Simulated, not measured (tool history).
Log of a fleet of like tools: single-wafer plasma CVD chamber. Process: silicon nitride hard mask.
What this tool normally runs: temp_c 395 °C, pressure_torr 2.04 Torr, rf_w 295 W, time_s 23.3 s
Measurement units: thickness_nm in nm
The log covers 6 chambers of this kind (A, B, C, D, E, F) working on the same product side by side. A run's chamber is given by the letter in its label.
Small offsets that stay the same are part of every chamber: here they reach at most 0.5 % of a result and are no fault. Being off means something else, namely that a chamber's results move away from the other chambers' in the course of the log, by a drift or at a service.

| run | day | temp_c | pressure_torr | rf_w | time_s | read-back reference wafer on the same gauge, thickness_nm | thickness_nm |
|---|---|---|---|---|---|---|---|
| 1F | 0.121 | 395 | 2.04 | 295 | 23.3 | 30.719 | 28.345 |
| 2D | 0.304 | 395 | 2.04 | 295 | 23.3 | 30.702 | 28.528 |
| 3E | 0.475 | 395 | 2.04 | 295 | 23.3 | 30.689 | 28.475 |
| 4A | 0.717 | 395 | 2.04 | 295 | 23.3 | 30.693 | 28.559 |
| 5B | 0.954 | 395 | 2.04 | 295 | 23.3 | 30.691 | 28.423 |
| 6C | 1.183 | 395 | 2.04 | 295 | 23.3 | 30.694 | 28.440 |
| 7E | 1.321 | 395 | 2.04 | 295 | 23.3 | 30.702 | 28.746 |
| 8F | 1.550 | 395 | 2.04 | 295 | 23.3 | 30.727 | 28.297 |
| 9D | 1.792 | 395 | 2.04 | 295 | 23.3 | 30.729 | 28.481 |
| 10B | 2.058 | 395 | 2.04 | 295 | 23.3 | 30.705 | 28.295 |
| 11A | 2.288 | 395 | 2.04 | 295 | 23.3 | 30.688 | 28.348 |
| 12C | 2.558 | 401 | 2.04 | 295 | 21.4 | 30.671 | 26.250 |
| 13A | 2.692 | 401 | 2.04 | 295 | 21.4 | 30.712 | 26.023 |
| 14C | 2.962 | 401 | 2.04 | 295 | 21.4 | 30.704 | 26.023 |
| 15E | 3.196 | 401 | 2.04 | 295 | 21.4 | 30.705 | 25.998 |
| 16F | 3.346 | 401 | 2.04 | 295 | 21.4 | 30.700 | 26.063 |
| 17D | 3.588 | 401 | 2.04 | 295 | 21.4 | 30.703 | 26.205 |
| 18B | 3.712 | 395 | 2.04 | 295 | 23.3 | 30.677 | 28.602 |
| 19C | 3.962 | 395 | 2.04 | 295 | 23.3 | 30.719 | 27.935 |
| 20A | 4.146 | 395 | 2.04 | 295 | 23.3 | 30.721 | 28.392 |
| 21B | 4.304 | 395 | 2.04 | 295 | 23.3 | 30.702 | 28.370 |
| 22D | 4.575 | 395 | 2.04 | 295 | 23.3 | 30.696 | 28.497 |
| 23E | 4.833 | 395 | 2.04 | 295 | 23.3 | 30.728 | 28.429 |
| 24F | 5.042 | 395 | 2.04 | 295 | 23.3 | 30.697 | 28.549 |
| 25E | 5.250 | 385 | 2.04 | 335 | 23.3 | 30.702 | 31.206 |
| 26A | 5.375 | 385 | 2.04 | 335 | 23.3 | 30.720 | 31.185 |
| 27C | 5.583 | 385 | 2.04 | 335 | 23.3 | 30.687 | 30.326 |
| 28B | 5.817 | 385 | 2.04 | 335 | 23.3 | 30.701 | 30.844 |
| 29D | 5.962 | 385 | 2.04 | 335 | 23.3 | 30.709 | 31.335 |
| 30F | 6.112 | 385 | 2.04 | 335 | 23.3 | 30.684 | 30.861 |
| 31D | 6.242 | 395 | 2.04 | 295 | 23.3 | 30.703 | 28.648 |
| 32F | 6.400 | 395 | 2.04 | 295 | 23.3 | 30.681 | 28.419 |
| 33E | 6.588 | 395 | 2.04 | 295 | 23.3 | 30.693 | 28.550 |
| 34C | 6.775 | 395 | 1.75 | 295 | 25.1 | 30.692 | 28.340 |
| 35B | 6.908 | 395 | 1.75 | 295 | 25.1 | 30.717 | 29.293 |
| 36A | 7.033 | 395 | 1.75 | 295 | 25.1 | 30.707 | 29.369 |
| 37C | 7.196 | 395 | 1.75 | 295 | 25.1 | 30.717 | 28.217 |
| 38B | 7.325 | 395 | 1.75 | 295 | 25.1 | 30.680 | 29.271 |
| 39A | 7.462 | 395 | 1.75 | 295 | 25.1 | 30.689 | 29.604 |
| 40D | 7.675 | 395 | 2.04 | 295 | 23.3 | 30.694 | 28.471 |

Next, every chamber runs the same settings. What will each give?
| 41A | 7.871 | 395 | 2.04 | 340 | 23.3 |  | ? |
| 41B | 7.871 | 395 | 2.04 | 340 | 23.3 |  | ? |
| 41C | 7.871 | 395 | 2.04 | 340 | 23.3 |  | ? |
| 41D | 7.871 | 395 | 2.04 | 340 | 23.3 |  | ? |
| 41E | 7.871 | 395 | 2.04 | 340 | 23.3 |  | ? |
| 41F | 7.871 | 395 | 2.04 | 340 | 23.3 |  | ? |

| run | thickness_nm |
|---|---|
| 41A | 31.405 |
| 41B | 31.098 |
| 41C | 29.747 |
| 41D | 31.256 |
| 41E | 31.143 |
| 41F | 31.081 |

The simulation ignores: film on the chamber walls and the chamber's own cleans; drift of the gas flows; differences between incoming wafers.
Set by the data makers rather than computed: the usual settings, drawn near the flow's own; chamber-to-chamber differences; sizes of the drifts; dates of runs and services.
